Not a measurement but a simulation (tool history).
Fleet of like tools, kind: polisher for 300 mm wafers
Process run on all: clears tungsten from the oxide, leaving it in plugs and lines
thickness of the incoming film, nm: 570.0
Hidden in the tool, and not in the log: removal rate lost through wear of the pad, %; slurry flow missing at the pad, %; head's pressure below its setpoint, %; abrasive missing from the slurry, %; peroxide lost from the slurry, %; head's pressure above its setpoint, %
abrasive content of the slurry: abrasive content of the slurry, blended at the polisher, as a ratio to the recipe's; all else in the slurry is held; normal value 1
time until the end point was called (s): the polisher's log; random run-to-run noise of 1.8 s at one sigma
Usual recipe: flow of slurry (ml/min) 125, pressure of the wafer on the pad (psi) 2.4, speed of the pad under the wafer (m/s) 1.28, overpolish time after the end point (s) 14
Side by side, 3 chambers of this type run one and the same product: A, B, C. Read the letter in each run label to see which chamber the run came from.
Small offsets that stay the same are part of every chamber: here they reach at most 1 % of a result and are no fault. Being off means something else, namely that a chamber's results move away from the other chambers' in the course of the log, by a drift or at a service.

run	hour	flow of slurry (ml/min)	pressure of the wafer on the pad (psi)	speed of the pad under the wafer (m/s)	abrasive content of the slurry	overpolish time after the end point (s)	wafers polished on this pad	hours since the slurry nozzle was cleaned	hours since the head pressure was calibrated	hours since the slurry blender was calibrated	hours since the slurry got fresh peroxide	time until the end point was called (s)
# hour 5.3: chamber A: slurry tank refilled with fresh slurry and peroxide
1C	6.5	125	2.4	1.28	1	14	313	379.7	53.9	200	54.8	126.51
2A	12.1	125	2.4	1.28	1	14	1360	28.7	133.5	268.6	6.8	128.15
# hour 18.1: chamber A: worn pad replaced by a new one
3B	18.9	125	2.4	1.28	1	14	137	222.6	525.1	207.7	63.3	132.26
4B	25.1	125	2.4	1.28	1	14	176	228.8	531.3	213.9	69.5	132.49
5C	28.3	125	2.7	1.28	1.1	14	450	401.5	75.7	221.8	76.6	113.45
6A	33	125	2.7	1.28	1.1	14	93	49.6	154.4	289.5	27.7	112.18
7A	39.5	125	2.7	1.28	1.1	14	134	56.1	160.9	296	34.2	110.07
8B	44.7	125	1.6	1.28	1	14	300	248.4	550.9	233.5	89.1	193.53
# hour 46.1: chamber B: slurry tank refilled with fresh slurry and peroxide
9C	49.1	125	1.6	1.28	1	14	581	422.3	96.5	242.6	97.4	195.37
# hour 51.6: chamber A: slurry tank refilled with fresh slurry and peroxide
10A	54.8	125	1.6	1.28	1	14	231	71.4	176.2	311.3	3.3	188.82
11C	58.3	125	2.4	1.28	1	14	639	431.5	105.7	251.8	106.6	129.59
# hour 60: chamber C: worn pad replaced by a new one
12B	63.1	125	2.4	1.28	1	14	416	266.8	569.3	251.9	17.1	128.39
# hour 65.9: chamber C: slurry blender recalibrated
13C	67.4	125	2.4	1.28	1	14	46	440.6	114.8	1.6	115.7	128.66
# hour 69.9: chamber B: worn pad replaced by a new one
14B	74.2	125	2.4	1.28	1	14	27	277.9	580.4	263	28.2	129.7
15A	79.6	125	2.4	1.28	1.25	21	387	96.2	201	336.1	28.1	120.48
16C	83.8	125	2.4	1.28	1.25	21	150	457	131.2	18	132.1	123.73
# hour 85.7: chamber B: slurry blender recalibrated
17A	90.5	125	2.4	1.28	1.25	21	455	107.1	211.9	347	39	118.9
18B	96.2	125	2.4	1.28	1	14	165	299.9	602.4	10.5	50.2	131.71
# hour 99.9: chamber A: slurry tank refilled with fresh slurry and peroxide
19A	100.4	125	2.4	1.28	1	14	518	117	221.8	356.9	0.6	128.81
20B	104.8	125	2.4	1.28	1	14	219	308.5	611	19.1	58.8	125.52
21C	109.3	125	2.4	1.28	1	14	310	482.5	156.7	43.5	157.6	137.76
22A	113.4	125	2.4	1.28	1	14	600	130	234.8	369.9	13.6	129.73
23B	120.3	125	2.4	1.28	1	14	317	324	626.5	34.6	74.3	129.61
24C	124.7	125	2.4	1.28	1	14	407	497.9	172.1	58.9	173	138.06
25B	129.8	125	2.4	1.28	1	14	377	333.5	636	44.1	83.8	131.24
# hour 131.9: chamber B: slurry tank refilled with fresh slurry and peroxide
26A	133.9	125	2.4	1.28	1	14	729	150.5	255.3	390.4	34.1	128.2
27C	140.5	125	2.4	1.28	1	14	507	513.7	187.9	74.7	188.8	139.15
28B	145.2	125	2.4	1.28	1	14	474	348.9	651.4	59.5	13.4	127.03
# hour 145.9: chamber B: slurry nozzle cleaned
29C	150.9	125	2.4	1.28	1	14	572	524.1	198.3	85.1	199.2	139.57
# hour 151.3: chamber A: slurry tank refilled with fresh slurry and peroxide
# hour 151.6: chamber B: worn pad replaced by a new one
# hour 153.5: chamber C: worn pad replaced by a new one
30A	155.6	125	2.4	1.28	1	14	865	172.2	277	412.1	4.4	127.82
31B	160	125	2.4	1.12	1	21	53	14.2	666.2	74.3	28.2	150.5
32A	163.5	125	2.4	1.12	1	21	915	180.1	284.9	420	12.3	147.93
33C	168.4	125	2.4	1.12	1	21	93	541.6	215.8	102.6	216.7	165.34
# hour 171.2: chamber C: slurry nozzle cleaned
34A	172.6	125	2.4	1.28	1	14	972	189.2	294	429.1	21.4	130.24
35B	176.3	125	2.4	1.28	1	14	155	30.5	682.5	90.6	44.5	130.82
36C	180	125	2.4	1.28	1	14	166	8.9	227.4	114.2	228.3	143.27
37B	186	125	2.4	1.28	1	14	216	40.2	692.2	100.3	54.2	129.33
38C	190.1	125	2.4	1.28	1	14	230	19	237.5	124.3	238.4	146.83
39A	196.1	125	2.4	1.28	1	14	1120	212.7	317.5	452.6	44.9	127.15
40A	200.9	125	2.4	1.28	1	14	1150	217.5	322.3	457.4	49.7	128.28
41B	205.5	125	2.4	1.28	1	14	339	59.7	711.7	119.8	73.7	134.73
42C	211.4	125	2.4	1.28	1	14	364	40.3	258.8	145.6	259.7	148.52

Does one chamber stand apart from the rest, does the shared gauge drift, or is all well apart from small per-chamber offsets? Give the chamber and the most likely cause, where there is one.

Chamber C drifts away from the others.
Likeliest cause: peroxide lost from the slurry, % = 29.4.
From this log alone, it may not be told apart from: head's pressure below its setpoint, %.

Chamber C could run next with any of the 4 candidate recipes listed below; each alters the usual settings, and their results appear as question marks. Which one brings its results back in line with what the other chambers deliver on the usual settings?
A result is in line if it is within this distance of the other chambers' mean on the usual settings: time until the end point was called (s) 6.3
43C-1	216.2	130	2.7	1.44	1	14						?
43C-2	216.2	125	2.8	1.28	1	14						?
43C-3	216.2	125	2.4	1	1	14						?
43C-4	216.2	125	2.1	1.28	0.95	14						?

Other chambers, usual settings, mean: time until the end point was called (s) 129.3
run	time until the end point was called (s)
43C-1	117.7
43C-2	128.65
43C-3	191.65
43C-4	173.21
43C-2 puts the chamber back in line with the other chambers.

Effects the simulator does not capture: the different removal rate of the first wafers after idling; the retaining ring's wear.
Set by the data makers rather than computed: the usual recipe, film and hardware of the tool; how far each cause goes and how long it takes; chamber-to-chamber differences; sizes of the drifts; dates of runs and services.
